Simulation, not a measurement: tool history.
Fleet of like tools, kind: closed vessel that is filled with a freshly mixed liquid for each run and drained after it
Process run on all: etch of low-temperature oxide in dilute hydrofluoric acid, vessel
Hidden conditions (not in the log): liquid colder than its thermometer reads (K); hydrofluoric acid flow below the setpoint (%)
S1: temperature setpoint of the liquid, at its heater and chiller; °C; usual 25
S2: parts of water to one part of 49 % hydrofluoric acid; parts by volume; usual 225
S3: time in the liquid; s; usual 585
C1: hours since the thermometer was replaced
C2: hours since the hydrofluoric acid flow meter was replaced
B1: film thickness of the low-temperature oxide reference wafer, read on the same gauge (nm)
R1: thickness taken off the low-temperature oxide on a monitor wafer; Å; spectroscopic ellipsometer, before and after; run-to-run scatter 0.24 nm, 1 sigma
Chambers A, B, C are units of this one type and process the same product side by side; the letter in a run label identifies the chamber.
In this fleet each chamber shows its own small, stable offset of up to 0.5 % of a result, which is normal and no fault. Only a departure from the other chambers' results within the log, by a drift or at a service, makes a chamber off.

run   hour    S1   S2   S3      C1      C2      B1      R1
 1B    7.7    25  225  585  1886.9  1280.5  130.02   295.7
 2A   16.7    25  225  585  2267.3  1432.7  130.02  292.75
 3C     24    25  225  585   709.9   433.3     130   297.3
 4C   28.3    25  225  585   714.2   437.6  129.99  297.61
 5B   35.4    25  225  585  1914.6  1308.2  130.01   288.5
 6A   43.5    25  225  585  2294.1  1459.5  130.03   295.3
 7B   51.4    25  225  585  1930.6  1324.2  129.99  291.93
 8C   56.8    25  225  585   742.7   466.1     130  295.15
 9A   62.6    25  225  585  2313.2  1478.6  129.99  291.87
10B   71.2    20  320  585  1950.4    1344  130.03  156.91
11C   78.8    20  320  585   764.7   488.1  130.01  158.19
12A   85.7    20  320  585  2336.3  1501.7  130.04  153.95
13B   92.8    25  225  585    1972  1365.6  129.99  295.44
14C  100.8    25  225  585   786.7   510.1  129.99   293.1
15A  109.2    25  225  585  2359.8  1525.2  130.01  285.44
16B  118.3    25  225  585  1997.5  1391.1  129.99  290.81
17C  122.2  21.5  225  865   808.1   531.5     130  375.56
18A  131.3  21.5  225  865  2381.9  1547.3  129.98  365.72
19C    137  21.5  225  865   822.9   546.3  129.98  390.24
20B  145.4    25  225  585  2024.6  1418.2  129.99  290.35
21A  152.4    25  225  585    2403  1568.4     130  279.94
22B  156.4    25  225  585  2035.6  1429.2  129.96  290.79
23A  161.3  22.5  290  585  2411.9  1577.3  130.01  185.65
     165.6  -- chamber A: thermometer replaced
24C  168.4  22.5  290  585   854.3   577.7     130  197.46
25A  173.9  22.5  290  585     8.4  1589.9  130.02  184.23
26C    181    25  225  585   866.9   590.3  130.01  293.93
27B  186.8    25  225  585    2066  1459.6  129.97  292.02
28C  194.5    25  225  585   880.4   603.8  129.97     290

All 3 chambers run these settings next. Forecast each chamber's results:
29A   201  22.5  225  585               ?
29B   201  22.5  225  585               ?
29C   201  22.5  225  585               ?

run      R1
29A   248.3
29B  270.67
29C  271.35
